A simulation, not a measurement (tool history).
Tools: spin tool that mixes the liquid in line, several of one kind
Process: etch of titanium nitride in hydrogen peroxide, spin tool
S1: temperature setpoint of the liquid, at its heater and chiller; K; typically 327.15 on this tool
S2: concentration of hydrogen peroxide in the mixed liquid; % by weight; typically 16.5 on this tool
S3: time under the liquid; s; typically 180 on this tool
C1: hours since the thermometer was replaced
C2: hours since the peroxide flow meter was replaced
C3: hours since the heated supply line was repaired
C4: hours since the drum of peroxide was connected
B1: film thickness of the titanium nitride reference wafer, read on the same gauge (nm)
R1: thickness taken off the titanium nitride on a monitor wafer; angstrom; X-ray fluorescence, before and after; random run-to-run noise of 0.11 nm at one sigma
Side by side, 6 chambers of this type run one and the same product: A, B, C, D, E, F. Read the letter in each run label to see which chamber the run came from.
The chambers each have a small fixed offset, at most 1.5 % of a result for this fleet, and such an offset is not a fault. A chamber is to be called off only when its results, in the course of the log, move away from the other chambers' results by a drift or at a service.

run   hour      S1    S2   S3      C1      C2      C3      C4      B1      R1
 1F    6.9  327.15  16.5  180   412.2  1208.6  1038.4    16.1  100.02  116.56
 2A   13.1  327.15  16.5  180   434.2   128.7    1671   206.8  100.02  115.01
 3B   18.7  327.15  16.5  180   594.7    80.3  1602.9   921.5  100.02  115.04
 4C   29.3  327.15  16.5  180  1427.7      83   578.4   598.8  100.04  116.55
        34  -- chamber D: new drum of peroxide connected
 5D   35.5  327.15  16.5  180  1229.5   235.2  1346.1     1.5  100.01  114.61
 6E   41.7  327.15  16.5   80   799.4   130.2  2314.3  1095.3  99.997  51.284
 7B   48.5  327.15  16.5   80   624.5   110.1  1632.7   951.3  99.962  51.225
 8C   59.2  327.15  16.5   80  1457.6   112.9   608.3   628.7  100.01   52.36
 9A   65.1  327.15  16.5   80   486.2   180.7    1723   258.8  100.02  51.085
10F   70.4  327.15  16.5   80   475.7  1272.1  1101.9    79.6  100.01  52.301
11E   76.3  327.15  16.5   80     834   164.8  2348.9  1129.9  99.977  51.184
12D   87.9  327.15  16.5  180  1281.9   287.6  1398.5    53.9  99.995  115.11
13D   97.9  327.15  16.5  180  1291.9   297.6  1408.5    63.9  100.02  116.48
14E  104.6  327.15  16.5  180   862.3   193.1  2377.2  1158.2  99.993  113.41
15F  110.5  327.15  16.5  180   515.8  1312.2    1142   119.7  99.956  115.29
     118.7  -- chamber C: new drum of peroxide connected
16B  119.7  327.15  16.5  180   695.7   181.3  1703.9  1022.5  99.957  115.87
17A  127.7  321.65    15  180   548.8   243.3  1785.6   321.4  100.01  76.353
     134.9  -- chamber C: thermometer replaced
18C  138.6  321.65    15  180     3.8   192.3   687.7      20  99.998  75.577
19D    149  321.65    15  180    1343   348.7  1459.6     115  99.973  76.549
20A  157.6  321.65    15  180   578.7   273.2  1815.5   351.3  100.03  76.483
21B  165.3  321.65    15  180   741.3   226.9  1749.5  1068.1  100.02  74.591
22F    174  321.65    15  180   579.3  1375.7  1205.5   183.2     100  75.868
23C    185  327.15  16.5  180    50.2   238.7   734.1    66.4  100.02  117.64
24E  192.2  327.15  16.5  180   949.9   280.7  2464.8  1245.8  100.01  115.03
25A    202  327.15  16.5  180   623.1   317.6  1859.9   395.7  100.04  115.57
     205.1  -- chamber A: heated supply line repaired
26F  209.2  327.15  16.5  180   614.5  1410.9  1240.7   218.4  100.02   116.3
27C  217.4  327.15  16.5  180    82.6   271.1   766.5    98.8  100.01  118.53
28B  226.7  327.15  16.5  180   802.7   288.3  1810.9  1129.5  100.04  106.65
29E  237.1  327.15    13  180   994.8   325.6  2509.7  1290.7  99.956  109.44
30D  248.7  327.15    13  180  1442.7   448.4  1559.3   214.7  99.983  110.65
31D  259.9  327.15    13  180  1453.9   459.6  1570.5   225.9  99.995  113.27
32B  271.7  327.15    13  180   847.7   333.3  1855.9  1174.5  99.987  101.76
33C  279.2  327.15    13  180   144.4   332.9   828.3   160.6  99.986  111.56
     290.4  -- chamber E: thermometer replaced
34A  290.9  327.15    13  180     712   406.5    85.8   484.6  100.01  110.52
35F  299.5  327.15  16.5  180   704.8  1501.2    1331   308.7  99.997  116.59
36E  308.9  327.15  16.5  180    18.5   397.4  2581.5  1362.5  99.998  115.43
37C  320.6  327.15  16.5  180   185.8   374.3   869.7     202  99.997  116.09

Next, every chamber runs the same settings. What will each give?
38A  329.2  327.15  16.5  180                       ?
38B  329.2  327.15  16.5  180                       ?
38C  329.2  327.15  16.5  180                       ?
38D  329.2  327.15  16.5  180                       ?
38E  329.2  327.15  16.5  180                       ?
38F  329.2  327.15  16.5  180                       ?

run      R1
38A  114.81
38B   102.7
38C  117.93
38D  115.43
38E  114.83
38F  116.39

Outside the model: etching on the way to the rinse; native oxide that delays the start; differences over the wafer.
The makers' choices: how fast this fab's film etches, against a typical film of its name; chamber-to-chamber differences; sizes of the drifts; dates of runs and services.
